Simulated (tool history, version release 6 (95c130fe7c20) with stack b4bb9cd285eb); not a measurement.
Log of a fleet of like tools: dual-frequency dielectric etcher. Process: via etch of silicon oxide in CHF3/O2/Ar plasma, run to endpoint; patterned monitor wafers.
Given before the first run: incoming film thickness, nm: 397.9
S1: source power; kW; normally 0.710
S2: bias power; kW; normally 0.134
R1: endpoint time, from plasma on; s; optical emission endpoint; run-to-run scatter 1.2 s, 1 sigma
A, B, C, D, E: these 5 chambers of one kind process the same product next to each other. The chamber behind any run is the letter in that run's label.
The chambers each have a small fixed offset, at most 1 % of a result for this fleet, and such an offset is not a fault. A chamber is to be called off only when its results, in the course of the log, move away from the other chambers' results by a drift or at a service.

-- hour=1.4 chamber A: wet clean of the chamber
-- hour=1.5 chamber C: bias power generator calibrated
-- hour=5.9 chamber C: source power generator calibrated
run 1A hour=15.0 | S1=0.710 S2=0.134 | R1=208.90
run 2C hour=31.3 | S1=0.710 S2=0.134 | R1=206.93
run 3D hour=47.2 | S1=0.710 S2=0.134 | R1=208.53
run 4E hour=62.4 | S1=0.710 S2=0.134 | R1=210.81
-- hour=66.1 chamber B: wet clean of the chamber
run 5B hour=72.2 | S1=0.860 S2=0.134 | R1=194.44
run 6E hour=84.8 | S1=0.860 S2=0.134 | R1=194.07
run 7C hour=92.5 | S1=0.860 S2=0.134 | R1=191.63
run 8B hour=106.8 | S1=0.860 S2=0.134 | R1=193.53
run 9A hour=116.0 | S1=0.860 S2=0.134 | R1=191.45
run 10D hour=129.6 | S1=0.710 S2=0.134 | R1=210.18
run 11E hour=145.8 | S1=0.710 S2=0.134 | R1=209.00
run 12B hour=154.3 | S1=0.710 S2=0.134 | R1=205.14
-- hour=158.1 chamber D: source power generator calibrated
run 13A hour=162.3 | S1=0.710 S2=0.134 | R1=207.50
run 14C hour=172.2 | S1=0.710 S2=0.134 | R1=206.81
run 15D hour=183.0 | S1=0.710 S2=0.134 | R1=209.19
run 16E hour=196.1 | S1=0.710 S2=0.134 | R1=208.99
run 17A hour=211.5 | S1=0.710 S2=0.134 | R1=209.08
run 18D hour=224.6 | S1=0.710 S2=0.134 | R1=208.58
run 19C hour=234.4 | S1=0.710 S2=0.134 | R1=206.72
run 20B hour=245.6 | S1=0.710 S2=0.134 | R1=208.63
run 21A hour=253.9 | S1=0.710 S2=0.134 | R1=208.63
run 22E hour=265.7 | S1=0.570 S2=0.118 | R1=235.39
run 23C hour=273.7 | S1=0.570 S2=0.118 | R1=235.85
run 24D hour=283.1 | S1=0.570 S2=0.118 | R1=236.89
run 25B hour=298.0 | S1=0.570 S2=0.118 | R1=235.03
-- hour=300.7 chamber D: wet clean of the chamber
run 26C hour=307.4 | S1=0.570 S2=0.118 | R1=234.30
run 27B hour=321.4 | S1=0.710 S2=0.134 | R1=207.70
run 28E hour=333.7 | S1=0.710 S2=0.134 | R1=205.89
run 29A hour=346.6 | S1=0.710 S2=0.134 | R1=207.03
run 30D hour=355.5 | S1=0.710 S2=0.134 | R1=211.13
run 31C hour=368.2 | S1=0.710 S2=0.134 | R1=205.87
run 32B hour=378.0 | S1=0.550 S2=0.103 | R1=249.81
-- hour=379.4 chamber C: wet clean of the chamber
run 33A hour=388.9 | S1=0.550 S2=0.103 | R1=248.06
run 34D hour=404.7 | S1=0.550 S2=0.103 | R1=250.94
run 35E hour=418.4 | S1=0.550 S2=0.103 | R1=242.74
run 36B hour=431.7 | S1=0.550 S2=0.103 | R1=249.54
run 37D hour=444.3 | S1=0.710 S2=0.134 | R1=209.38
run 38A hour=458.4 | S1=0.710 S2=0.134 | R1=206.35
run 39C hour=470.2 | S1=0.710 S2=0.159 | R1=196.31
run 40E hour=483.0 | S1=0.710 S2=0.159 | R1=189.32

Decide between three cases: one chamber stands off from its peers, the gauge reading all wafers drifts, or nothing is wrong past each chamber's small offset. Where a chamber is off, say which and what most likely put it there.

One chamber, E, drifts off from the rest bit by bit.
Most likely cause: etch rate over this chamber's usual, % = 4.52.

Chamber E could run next with any of the 4 candidate recipes listed below; each alters the usual settings, and their results appear as question marks. Which one brings its results back in line with what the other chambers deliver on the usual settings?
In-line tolerance around the mean of the other chambers on the usual settings: R1 4.20 s
run 41E-1 hour=494.6 | S1=0.710 S2=0.151 | R1=?
run 41E-2 hour=494.6 | S1=0.630 S2=0.121 | R1=?
run 41E-3 hour=494.6 | S1=0.670 S2=0.127 | R1=?
run 41E-4 hour=494.6 | S1=0.710 S2=0.167 | R1=?

Other chambers, usual settings, mean: R1 207.83 s
run=41E-1 R1=192.53
run=41E-2 R1=215.94
run=41E-3 R1=207.75
run=41E-4 R1=186.44
It is 41E-3 that realigns the chamber with its peers.
